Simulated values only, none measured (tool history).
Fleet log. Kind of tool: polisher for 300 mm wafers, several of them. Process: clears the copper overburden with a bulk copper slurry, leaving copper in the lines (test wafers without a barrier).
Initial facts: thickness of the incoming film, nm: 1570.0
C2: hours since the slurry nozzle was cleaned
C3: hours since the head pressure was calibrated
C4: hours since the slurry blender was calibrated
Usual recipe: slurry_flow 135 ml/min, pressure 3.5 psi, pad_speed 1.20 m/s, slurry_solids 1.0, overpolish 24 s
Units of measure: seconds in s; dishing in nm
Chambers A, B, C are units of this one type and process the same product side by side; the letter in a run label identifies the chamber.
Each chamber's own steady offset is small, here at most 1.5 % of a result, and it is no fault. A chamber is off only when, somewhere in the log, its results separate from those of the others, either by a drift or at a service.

run 1A hour=2.3 | slurry_flow=135 pressure=3.5 pad_speed=1.20 slurry_solids=1.0 overpolish=24 | wafers_polished_on_this_pad=449 C2=530.2 C3=382.7 C4=315.5 | seconds=133.80 dishing=60.240
-- hour=2.8 chamber B: slurry blender recalibrated
-- hour=2.8 chamber C: slurry blender recalibrated
run 2B hour=6.2 | slurry_flow=135 pressure=3.5 pad_speed=1.20 slurry_solids=1.0 overpolish=24 | wafers_polished_on_this_pad=526 C2=935.2 C3=748.0 C4=3.4 | seconds=133.38 dishing=57.653
run 3C hour=9.2 | slurry_flow=135 pressure=3.5 pad_speed=1.20 slurry_solids=1.0 overpolish=24 | wafers_polished_on_this_pad=500 C2=183.9 C3=328.4 C4=6.5 | seconds=130.27 dishing=60.870
run 4C hour=11.4 | slurry_flow=135 pressure=3.5 pad_speed=1.20 slurry_solids=1.0 overpolish=24 | wafers_polished_on_this_pad=518 C2=186.1 C3=330.6 C4=8.7 | seconds=133.65 dishing=59.974
run 5B hour=13.8 | slurry_flow=135 pressure=3.5 pad_speed=1.20 slurry_solids=1.0 overpolish=24 | wafers_polished_on_this_pad=588 C2=942.8 C3=755.6 C4=11.0 | seconds=137.79 dishing=59.161
run 6A hour=18.4 | slurry_flow=135 pressure=3.5 pad_speed=1.20 slurry_solids=1.0 overpolish=31 | wafers_polished_on_this_pad=580 C2=546.3 C3=398.8 C4=331.6 | seconds=133.69 dishing=60.448
run 7A hour=21.4 | slurry_flow=135 pressure=3.5 pad_speed=1.20 slurry_solids=1.0 overpolish=31 | wafers_polished_on_this_pad=604 C2=549.3 C3=401.8 C4=334.6 | seconds=131.67 dishing=61.708
run 8B hour=24.5 | slurry_flow=135 pressure=3.5 pad_speed=1.20 slurry_solids=1.0 overpolish=31 | wafers_polished_on_this_pad=675 C2=953.5 C3=766.3 C4=21.7 | seconds=133.53 dishing=59.744
-- hour=25.8 chamber B: worn pad replaced by a new one
run 9C hour=28.3 | slurry_flow=135 pressure=3.5 pad_speed=1.20 slurry_solids=1.0 overpolish=24 | wafers_polished_on_this_pad=656 C2=203.0 C3=347.5 C4=25.6 | seconds=132.32 dishing=59.237
run 10C hour=30.5 | slurry_flow=155 pressure=3.5 pad_speed=1.20 slurry_solids=0.8 overpolish=24 | wafers_polished_on_this_pad=674 C2=205.2 C3=349.7 C4=27.8 | seconds=133.10 dishing=60.707
-- hour=31.3 chamber C: worn pad replaced by a new one
run 11B hour=33.6 | slurry_flow=155 pressure=3.5 pad_speed=1.20 slurry_solids=0.8 overpolish=24 | wafers_polished_on_this_pad=63 C2=962.6 C3=775.4 C4=30.8 | seconds=134.85 dishing=59.633
run 12A hour=38.3 | slurry_flow=155 pressure=3.5 pad_speed=1.20 slurry_solids=0.8 overpolish=24 | wafers_polished_on_this_pad=742 C2=566.2 C3=418.7 C4=351.5 | seconds=134.84 dishing=59.531
run 13C hour=42.6 | slurry_flow=135 pressure=3.5 pad_speed=1.20 slurry_solids=1.0 overpolish=24 | wafers_polished_on_this_pad=92 C2=217.3 C3=361.8 C4=39.9 | seconds=132.43 dishing=58.693
-- hour=43.9 chamber B: slurry nozzle cleaned
run 14A hour=47.5 | slurry_flow=135 pressure=3.5 pad_speed=1.20 slurry_solids=1.0 overpolish=24 | wafers_polished_on_this_pad=817 C2=575.4 C3=427.9 C4=360.7 | seconds=135.45 dishing=59.036
run 15B hour=51.1 | slurry_flow=135 pressure=3.5 pad_speed=1.20 slurry_solids=1.0 overpolish=24 | wafers_polished_on_this_pad=206 C2=7.2 C3=792.9 C4=48.3 | seconds=129.71 dishing=60.703
-- hour=53.8 chamber A: worn pad replaced by a new one
run 16A hour=54.3 | slurry_flow=135 pressure=3.5 pad_speed=0.96 slurry_solids=1.0 overpolish=19 | wafers_polished_on_this_pad=4 C2=582.2 C3=434.7 C4=367.5 | seconds=169.84 dishing=55.976
run 17B hour=57.8 | slurry_flow=135 pressure=3.5 pad_speed=0.96 slurry_solids=1.0 overpolish=19 | wafers_polished_on_this_pad=261 C2=13.9 C3=799.6 C4=55.0 | seconds=163.24 dishing=55.361
run 18C hour=62.5 | slurry_flow=135 pressure=3.5 pad_speed=0.96 slurry_solids=1.0 overpolish=19 | wafers_polished_on_this_pad=254 C2=237.2 C3=381.7 C4=59.8 | seconds=164.03 dishing=56.430
run 19A hour=65.9 | slurry_flow=135 pressure=3.5 pad_speed=1.20 slurry_solids=1.0 overpolish=24 | wafers_polished_on_this_pad=98 C2=593.8 C3=446.3 C4=379.1 | seconds=129.82 dishing=59.506
run 20C hour=70.5 | slurry_flow=135 pressure=3.5 pad_speed=1.20 slurry_solids=1.0 overpolish=24 | wafers_polished_on_this_pad=320 C2=245.2 C3=389.7 C4=67.8 | seconds=131.55 dishing=59.608
run 21B hour=75.4 | slurry_flow=135 pressure=3.5 pad_speed=1.20 slurry_solids=1.0 overpolish=24 | wafers_polished_on_this_pad=404 C2=31.5 C3=817.2 C4=72.6 | seconds=132.89 dishing=58.164
run 22A hour=78.3 | slurry_flow=135 pressure=2.9 pad_speed=1.20 slurry_solids=1.0 overpolish=31 | wafers_polished_on_this_pad=199 C2=606.2 C3=458.7 C4=391.5 | seconds=157.37 dishing=57.278
run 23B hour=82.5 | slurry_flow=135 pressure=2.9 pad_speed=1.20 slurry_solids=1.0 overpolish=31 | wafers_polished_on_this_pad=462 C2=38.6 C3=824.3 C4=79.7 | seconds=154.67 dishing=58.035
run 24C hour=86.9 | slurry_flow=135 pressure=2.9 pad_speed=1.20 slurry_solids=1.0 overpolish=31 | wafers_polished_on_this_pad=453 C2=261.6 C3=406.1 C4=84.2 | seconds=160.62 dishing=58.086
run 25B hour=91.1 | slurry_flow=135 pressure=3.5 pad_speed=1.20 slurry_solids=1.0 overpolish=24 | wafers_polished_on_this_pad=532 C2=47.2 C3=832.9 C4=88.3 | seconds=129.07 dishing=58.616
run 26C hour=94.8 | slurry_flow=135 pressure=3.0 pad_speed=1.20 slurry_solids=1.0 overpolish=11 | wafers_polished_on_this_pad=517 C2=269.5 C3=414.0 C4=92.1 | seconds=153.28 dishing=47.559
run 27A hour=97.3 | slurry_flow=135 pressure=3.0 pad_speed=1.20 slurry_solids=1.0 overpolish=11 | wafers_polished_on_this_pad=354 C2=625.2 C3=477.7 C4=410.5 | seconds=160.93 dishing=47.533
run 28B hour=101.3 | slurry_flow=135 pressure=3.0 pad_speed=1.20 slurry_solids=1.0 overpolish=11 | wafers_polished_on_this_pad=615 C2=57.4 C3=843.1 C4=98.5 | seconds=155.77 dishing=45.687
run 29C hour=104.0 | slurry_flow=135 pressure=3.5 pad_speed=1.20 slurry_solids=1.0 overpolish=24 | wafers_polished_on_this_pad=592 C2=278.7 C3=423.2 C4=101.3 | seconds=131.75 dishing=59.861
-- hour=104.9 chamber C: worn pad replaced by a new one
-- hour=106.1 chamber C: slurry blender recalibrated
run 30A hour=107.7 | slurry_flow=135 pressure=3.5 pad_speed=1.20 slurry_solids=1.0 overpolish=24 | wafers_polished_on_this_pad=439 C2=635.6 C3=488.1 C4=420.9 | seconds=130.27 dishing=59.083
run 31B hour=111.5 | slurry_flow=135 pressure=3.5 pad_speed=1.20 slurry_solids=1.0 overpolish=24 | wafers_polished_on_this_pad=698 C2=67.6 C3=853.3 C4=108.7 | seconds=128.00 dishing=59.299
run 32A hour=114.2 | slurry_flow=135 pressure=3.5 pad_speed=1.20 slurry_solids=1.0 overpolish=24 | wafers_polished_on_this_pad=492 C2=642.1 C3=494.6 C4=427.4 | seconds=132.85 dishing=60.715
-- hour=114.5 chamber B: worn pad replaced by a new one
run 33C hour=117.6 | slurry_flow=135 pressure=3.5 pad_speed=1.20 slurry_solids=1.0 overpolish=24 | wafers_polished_on_this_pad=103 C2=292.3 C3=436.8 C4=11.6 | seconds=131.77 dishing=61.030
run 34A hour=120.7 | slurry_flow=135 pressure=3.5 pad_speed=1.20 slurry_solids=1.0 overpolish=24 | wafers_polished_on_this_pad=545 C2=648.6 C3=501.1 C4=433.9 | seconds=131.97 dishing=59.173
run 35C hour=124.1 | slurry_flow=135 pressure=3.5 pad_speed=1.20 slurry_solids=1.0 overpolish=24 | wafers_polished_on_this_pad=156 C2=298.8 C3=443.3 C4=18.1 | seconds=129.72 dishing=59.706
run 36B hour=126.6 | slurry_flow=135 pressure=3.5 pad_speed=1.20 slurry_solids=1.0 overpolish=24 | wafers_polished_on_this_pad=98 C2=82.7 C3=868.4 C4=123.8 | seconds=130.01 dishing=57.125
run 37B hour=129.0 | slurry_flow=135 pressure=3.5 pad_speed=1.20 slurry_solids=1.0 overpolish=24 | wafers_polished_on_this_pad=118 C2=85.1 C3=870.8 C4=126.2 | seconds=131.52 dishing=60.613
run 38A hour=131.3 | slurry_flow=135 pressure=3.5 pad_speed=1.20 slurry_solids=1.0 overpolish=24 | wafers_polished_on_this_pad=631 C2=659.2 C3=511.7 C4=444.5 | seconds=131.67 dishing=58.775
run 39C hour=135.9 | slurry_flow=135 pressure=3.5 pad_speed=1.20 slurry_solids=1.0 overpolish=24 | wafers_polished_on_this_pad=253 C2=310.6 C3=455.1 C4=29.9 | seconds=128.96 dishing=60.711
run 40C hour=139.5 | slurry_flow=135 pressure=3.5 pad_speed=1.20 slurry_solids=1.0 overpolish=24 | wafers_polished_on_this_pad=282 C2=314.2 C3=458.7 C4=33.5 | seconds=129.13 dishing=60.498

What goes on in this fleet: one chamber off, a drifting gauge, or nothing beyond the chambers' own small offsets? Name the chamber and the cause, if any.

Neither any chamber nor the gauge drifts; the chambers differ only by their own small, steady offsets.
